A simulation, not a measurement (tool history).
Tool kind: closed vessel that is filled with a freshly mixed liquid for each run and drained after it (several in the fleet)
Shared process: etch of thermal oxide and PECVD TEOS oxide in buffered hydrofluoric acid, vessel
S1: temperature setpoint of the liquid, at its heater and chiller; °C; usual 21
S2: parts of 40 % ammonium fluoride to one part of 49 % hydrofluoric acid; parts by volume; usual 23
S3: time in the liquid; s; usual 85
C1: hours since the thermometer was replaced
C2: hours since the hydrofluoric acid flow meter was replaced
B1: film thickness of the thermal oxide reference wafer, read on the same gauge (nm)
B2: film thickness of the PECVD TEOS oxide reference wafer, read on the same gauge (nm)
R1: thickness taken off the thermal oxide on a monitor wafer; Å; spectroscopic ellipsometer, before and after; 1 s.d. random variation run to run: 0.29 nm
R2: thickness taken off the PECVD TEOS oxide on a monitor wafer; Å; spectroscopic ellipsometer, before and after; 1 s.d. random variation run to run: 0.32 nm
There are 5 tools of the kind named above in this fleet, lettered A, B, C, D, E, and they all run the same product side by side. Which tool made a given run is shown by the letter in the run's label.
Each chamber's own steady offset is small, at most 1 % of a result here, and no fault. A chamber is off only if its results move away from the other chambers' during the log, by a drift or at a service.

run   hour    S1  S2  S3      C1      C2      B1      B2      R1      R2
 1D    4.6    21  23  85   636.4   144.6  39.994  79.976  391.71  501.38
 2C    8.8    21  23  85  2813.1   272.4  40.025  80.015  388.51  512.94
 3E   12.5    21  23  85   506.8    2102   39.98  79.956  394.47  506.98
 4A     15    21  23  85  1976.3   632.7  39.999  79.973  386.89  503.41
 5B   17.6    21  23  85  1040.1   204.8  39.984  79.984  387.92  513.95
 6D   21.9    21  23  85   653.7   161.9  39.984  80.012   389.4  510.93
 7E   25.7    21  23  85     520  2115.2   39.98  80.006  392.95   506.5
      27.3  -- chamber B: thermometer replaced
 8B     29    21  23  85     1.8   216.2  39.996  80.017  385.86  505.82
 9C   33.5    21  23  85  2837.8   297.1  40.004  80.066  390.27  506.74
10A   37.5    21  23  85  1998.8   655.2  40.004  80.023  385.31  509.42
11E   42.7    21  23  45     537  2132.2  39.986  80.001  208.75  269.21
12C   47.5    21  23  45  2851.8   311.1  40.011  79.967  208.03  268.47
13B   50.3    21  23  45    23.1   237.5  40.001  80.008  205.54  272.45
14D   54.1    21  23  45   685.9   194.1   40.04  79.988  205.28  266.14
15A   58.5    21  23  45  2019.8   676.2  39.996  80.011  205.58  266.16
16B   63.1    21  23  85    35.9   250.3  40.013  80.009  387.52  511.06
      66.3  -- chamber D: thermometer replaced
17A   67.3    21  23  85  2028.6     685  39.998  79.965  390.81  503.42
      68.1  -- chamber E: hydrofluoric acid flow meter replaced
18D   70.8    21  23  85     4.5   210.8  40.007  79.993  390.84  512.58
19C     74    21  23  85  2878.3   337.6  39.988  79.952  391.87  512.34
20E   78.1    21  23  85   572.4      10  40.013  80.017  391.77  498.97
21A   81.4    21  23  85  2042.7   699.1   39.98  80.029  390.35   509.9
22C     86    21  23  85  2890.3   349.6  40.006  80.001  387.48  511.79
23B     89    21  23  85    61.8   276.2  39.995  80.009  391.44  506.56
24E   92.8    21  23  85   587.1    24.7  39.996  80.015  396.67   499.7
25D   97.8    21  23  85    31.5   237.8  39.988  79.957  396.08  499.11
26A  100.8    21  23  85  2062.1   718.5  39.989  80.025  387.01  506.68
27E  105.3    21  23  85   599.6    37.2  40.002  79.969  387.48  497.77
28B    108  24.5  29  85    80.8   295.2  40.008      80  396.47  524.01
29C  111.3  24.5  29  85  2915.6   374.9      40  79.975  400.68  523.39
30D  115.4  24.5  29  85    49.1   255.4  39.984  79.964  408.47  518.82
31B  119.7  24.5  29  85    92.5   306.9  40.004  80.012  400.39  525.89
32D  124.5  24.5  29  85    58.2   264.5  40.027  79.997  405.53  523.54
33E  126.9    21  23  85   621.2    58.8  40.024  80.025  393.97  505.33
34A  130.2    21  23  85  2091.5   747.9  39.977  79.985  383.23  502.73
35C  134.3    21  23  85  2938.6   397.9  40.001  80.052  390.68  504.15
36C  137.8    21  23  85  2942.1   401.4   39.99  80.012  388.91  506.97
37A  140.8    21  23  85  2102.1   758.5  39.992  80.022  391.56  507.26

For the next run the whole fleet of 5 chambers uses the same settings. Give each chamber's results:
38A  144.6  21  17  85                   ?   ?
38B  144.6  21  17  85                   ?   ?
38C  144.6  21  17  85                   ?   ?
38D  144.6  21  17  85                   ?   ?
38E  144.6  21  17  85                   ?   ?

run      R1      R2
38A  493.73  653.94
38B  506.15  652.79
38C  498.84  663.89
38D  508.37  658.22
38E  507.11  646.27
